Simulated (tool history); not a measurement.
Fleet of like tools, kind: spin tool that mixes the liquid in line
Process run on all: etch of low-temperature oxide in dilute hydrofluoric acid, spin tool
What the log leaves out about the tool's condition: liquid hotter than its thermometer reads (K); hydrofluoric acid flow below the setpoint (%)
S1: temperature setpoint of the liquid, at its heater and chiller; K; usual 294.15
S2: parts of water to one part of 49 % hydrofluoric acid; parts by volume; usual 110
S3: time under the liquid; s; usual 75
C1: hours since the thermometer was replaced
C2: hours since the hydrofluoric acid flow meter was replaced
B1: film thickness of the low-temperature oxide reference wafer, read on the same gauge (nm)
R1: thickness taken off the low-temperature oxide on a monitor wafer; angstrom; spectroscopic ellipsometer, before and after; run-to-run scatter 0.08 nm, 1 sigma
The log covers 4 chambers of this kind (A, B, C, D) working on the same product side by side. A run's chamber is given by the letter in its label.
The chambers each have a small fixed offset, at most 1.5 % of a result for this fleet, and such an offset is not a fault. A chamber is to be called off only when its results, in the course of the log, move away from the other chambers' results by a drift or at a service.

run,hour,S1,S2,S3,C1,C2,B1,R1
1C,3.6,294.15,110,75,1432.1,313.2,130.04,88.644
2D,6.0,294.15,110,75,452.2,1570.7,130.00,87.257
3A,9.2,294.15,110,75,1629.5,98.5,129.98,89.218
4B,13.0,294.15,110,75,775.3,292.6,130.02,89.651
5B,15.3,294.15,110,75,777.6,294.9,129.99,89.815
6C,18.3,294.15,110,75,1446.8,327.9,130.02,90.172
7A,22.5,290.15,110,50,1642.8,111.8,129.96,51.096
8D,25.7,290.15,110,50,471.9,1590.4,129.99,49.833
9A,29.5,290.15,110,50,1649.8,118.8,130.01,50.860
10C,31.7,290.15,110,50,1460.2,341.3,129.97,51.463
11D,35.1,294.15,110,75,481.3,1599.8,129.96,89.184
12B,38.9,294.15,110,75,801.2,318.5,130.02,89.557
13B,41.9,294.15,110,75,804.2,321.5,130.02,89.361
14D,44.8,294.15,110,75,491.0,1609.5,129.97,86.979
15A,46.7,294.15,110,75,1667.0,136.0,130.00,89.664
16C,50.6,294.15,110,75,1479.1,360.2,129.98,89.648
17A,52.8,294.15,110,75,1673.1,142.1,129.98,90.435
18C,56.2,294.15,145,75,1484.7,365.8,130.00,65.245
19B,59.1,294.15,145,75,821.4,338.7,129.96,64.527
20D,60.9,294.15,145,75,507.1,1625.6,130.03,64.723
21D,63.7,294.15,145,75,509.9,1628.4,130.01,63.839
22A,66.7,294.15,110,75,1687.0,156.0,129.99,89.062
23C,69.7,294.15,110,75,1498.2,379.3,130.01,88.746
24B,73.0,294.15,110,75,835.3,352.6,130.01,89.479
25C,76.7,294.15,110,75,1505.2,386.3,130.00,89.905
26B,79.7,294.15,110,75,842.0,359.3,130.01,88.991

The same settings go to every chamber for the next run, one line per chamber below. Forecast the results for each:
27A,82.8,294.15,145,75,,,,?
27B,82.8,294.15,145,75,,,,?
27C,82.8,294.15,145,75,,,,?
27D,82.8,294.15,145,75,,,,?

run,R1
27A,65.766
27B,64.879
27C,64.556
27D,64.915
